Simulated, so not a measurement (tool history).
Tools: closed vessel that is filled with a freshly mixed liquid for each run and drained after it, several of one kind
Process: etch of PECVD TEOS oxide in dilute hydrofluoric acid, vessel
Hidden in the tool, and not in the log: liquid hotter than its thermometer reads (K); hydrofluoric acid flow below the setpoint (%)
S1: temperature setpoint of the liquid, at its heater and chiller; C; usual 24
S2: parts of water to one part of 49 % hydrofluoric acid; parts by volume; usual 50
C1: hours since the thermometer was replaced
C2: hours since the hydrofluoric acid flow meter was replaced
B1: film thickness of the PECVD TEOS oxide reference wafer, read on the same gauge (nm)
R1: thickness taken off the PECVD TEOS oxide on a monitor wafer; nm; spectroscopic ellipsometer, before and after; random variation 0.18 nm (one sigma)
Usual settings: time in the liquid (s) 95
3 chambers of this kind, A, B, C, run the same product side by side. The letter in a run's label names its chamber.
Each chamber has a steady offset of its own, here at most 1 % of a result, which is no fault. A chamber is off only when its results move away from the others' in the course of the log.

run 1A hour=5.0 | S1=24 S2=50 time_in_the_liquid_(s)=95 | C1=378.7 C2=439.3 | B1=60.030 | R1=18.327
run 2B hour=10.1 | S1=24 S2=50 time_in_the_liquid_(s)=95 | C1=525.0 C2=208.1 | B1=60.014 | R1=17.731
run 3C hour=14.2 | S1=24 S2=50 time_in_the_liquid_(s)=95 | C1=1500.0 C2=336.9 | B1=60.006 | R1=18.570
run 4A hour=18.7 | S1=24 S2=50 time_in_the_liquid_(s)=95 | C1=392.4 C2=453.0 | B1=59.990 | R1=18.338
run 5B hour=22.2 | S1=24 S2=50 time_in_the_liquid_(s)=95 | C1=537.1 C2=220.2 | B1=60.005 | R1=18.160
run 6C hour=24.5 | S1=24 S2=50 time_in_the_liquid_(s)=95 | C1=1510.3 C2=347.2 | B1=60.032 | R1=18.380
run 7C hour=27.3 | S1=24 S2=50 time_in_the_liquid_(s)=95 | C1=1513.1 C2=350.0 | B1=59.992 | R1=17.943
run 8A hour=30.5 | S1=24 S2=35 time_in_the_liquid_(s)=120 | C1=404.2 C2=464.8 | B1=60.005 | R1=33.930
run 9B hour=34.8 | S1=24 S2=35 time_in_the_liquid_(s)=120 | C1=549.7 C2=232.8 | B1=60.012 | R1=32.988
run 10C hour=38.1 | S1=24 S2=35 time_in_the_liquid_(s)=120 | C1=1523.9 C2=360.8 | B1=60.018 | R1=32.893
run 11B hour=41.4 | S1=24 S2=50 time_in_the_liquid_(s)=95 | C1=556.3 C2=239.4 | B1=60.005 | R1=18.421
run 12A hour=44.0 | S1=24 S2=50 time_in_the_liquid_(s)=95 | C1=417.7 C2=478.3 | B1=60.006 | R1=18.005
run 13C hour=49.1 | S1=24 S2=50 time_in_the_liquid_(s)=95 | C1=1534.9 C2=371.8 | B1=60.017 | R1=17.303
run 14A hour=53.8 | S1=24 S2=50 time_in_the_liquid_(s)=95 | C1=427.5 C2=488.1 | B1=60.027 | R1=18.318
run 15B hour=56.5 | S1=24 S2=50 time_in_the_liquid_(s)=95 | C1=571.4 C2=254.5 | B1=59.994 | R1=18.095
run 16A hour=61.6 | S1=24 S2=50 time_in_the_liquid_(s)=95 | C1=435.3 C2=495.9 | B1=60.000 | R1=18.387
run 17B hour=64.0 | S1=24 S2=50 time_in_the_liquid_(s)=95 | C1=578.9 C2=262.0 | B1=59.973 | R1=18.388
run 18C hour=69.0 | S1=24 S2=50 time_in_the_liquid_(s)=95 | C1=1554.8 C2=391.7 | B1=60.013 | R1=16.668
run 19A hour=72.1 | S1=24 S2=50 time_in_the_liquid_(s)=95 | C1=445.8 C2=506.4 | B1=60.027 | R1=18.187
run 20B hour=75.3 | S1=24 S2=50 time_in_the_liquid_(s)=95 | C1=590.2 C2=273.3 | B1=60.011 | R1=17.867
run 21C hour=80.4 | S1=24 S2=50 time_in_the_liquid_(s)=135 | C1=1566.2 C2=403.1 | B1=60.000 | R1=23.158

What goes on in this fleet: one chamber off, a drifting gauge, or nothing beyond the chambers' own small offsets? Name the chamber and the cause, if any.

Chamber C drifts away from the others.
Cause: hydrofluoric acid flow below the setpoint (%) = 11.6.

Here are 4 candidates for chamber C's next run, each the usual settings with a change, their results left as question marks. Which one brings its results back in line with what the others give on the usual settings?
In line means no further than this from the other chambers' mean on the usual settings: R1 0.610 nm
run 22C-1 hour=84.2 | S1=21 S2=50 time_in_the_liquid_(s)=95 | R1=?
run 22C-2 hour=84.2 | S1=24 S2=50 time_in_the_liquid_(s)=100 | R1=?
run 22C-3 hour=84.2 | S1=24 S2=45 time_in_the_liquid_(s)=95 | R1=?
run 22C-4 hour=84.2 | S1=24 S2=50 time_in_the_liquid_(s)=90 | R1=?

The other chambers' mean on the usual settings: R1 18.128 nm
run=22C-1 R1=14.263
run=22C-2 R1=17.027
run=22C-3 R1=18.109
run=22C-4 R1=15.324
22C-3 brings the chamber back in line.
